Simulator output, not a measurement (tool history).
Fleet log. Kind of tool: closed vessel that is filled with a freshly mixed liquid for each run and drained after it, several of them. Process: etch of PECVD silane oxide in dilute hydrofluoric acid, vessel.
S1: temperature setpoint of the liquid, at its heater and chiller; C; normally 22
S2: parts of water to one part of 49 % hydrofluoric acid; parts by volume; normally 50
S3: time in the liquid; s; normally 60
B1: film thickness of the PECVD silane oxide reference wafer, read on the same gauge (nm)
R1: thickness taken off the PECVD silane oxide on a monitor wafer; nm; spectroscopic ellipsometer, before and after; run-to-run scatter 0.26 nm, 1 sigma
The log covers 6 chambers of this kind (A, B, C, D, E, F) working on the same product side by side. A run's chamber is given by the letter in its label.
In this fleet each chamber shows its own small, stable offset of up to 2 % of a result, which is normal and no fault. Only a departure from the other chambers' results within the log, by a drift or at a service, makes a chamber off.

run   hour  S1  S2  S3      B1      R1
 1F    3.5  22  50  60  149.96  44.197
 2B    7.9  22  50  60  150.04  44.217
 3E   12.3  22  50  60  150.01  43.601
 4D   14.4  22  50  60  150.00  43.440
 5A   18.4  22  50  45  149.99  32.588
 6C   21.8  22  50  45  149.97  32.952
 7A   25.4  22  50  45  149.97  32.758
 8D   28.6  22  50  45  149.99  32.308
 9E   31.5  22  50  45  149.96  33.072
10C   35.1  22  50  45  150.00  32.710
11F   37.4  22  50  80  150.00  59.363
12B   40.9  22  50  80  150.01  59.108
13D   43.4  22  50  80  150.01  57.199
14A   47.5  22  50  80  150.01  58.416
15C   51.1  22  50  80  150.03  57.928
16B   54.2  22  50  80  149.99  59.212
17E   56.4  22  65  90  150.02  49.208
18F   59.6  22  65  90  150.00  50.619
19C   62.8  22  65  90  150.02  49.458
20E   65.0  22  65  90  149.99  49.192
21A   67.5  22  65  90  149.94  49.367
22D   70.8  22  65  90  150.03  48.427
23F   75.0  22  50  60  150.00  43.907
24B   78.2  22  60  40  149.99  24.267
25C   82.6  22  60  40  150.00  23.882
26A   85.1  22  60  40  149.98  23.924
27F   87.1  22  60  40  150.02  24.487
      89.2  -- chamber E: thermometer replaced
28E   89.2  22  60  40  150.02  23.762
29D   93.5  22  60  40  149.97  23.049
30B   96.8  22  50  60  149.99  44.158
31A   99.3  22  50  60  149.99  43.444
32D  103.8  22  50  60  149.99  41.789
33F  108.1  22  50  60  150.03  43.966
34E  111.6  22  50  60  150.01  43.205
35C  114.7  22  50  60  150.00  43.851
36B  118.9  22  50  60  149.98  44.404
37B  121.8  22  50  60  150.01  44.202
38D  124.1  22  50  60  149.99  41.514
39F  126.2  22  50  60  150.02  44.085

For the next run the whole fleet of 6 chambers uses the same settings. Give each chamber's results:
40A  129.4  22  50  60       ?
40B  129.4  22  50  60       ?
40C  129.4  22  50  60       ?
40D  129.4  22  50  60       ?
40E  129.4  22  50  60       ?
40F  129.4  22  50  60       ?

run      R1
40A  43.726
40B  44.099
40C  44.154
40D  41.378
40E  43.475
40F  43.802
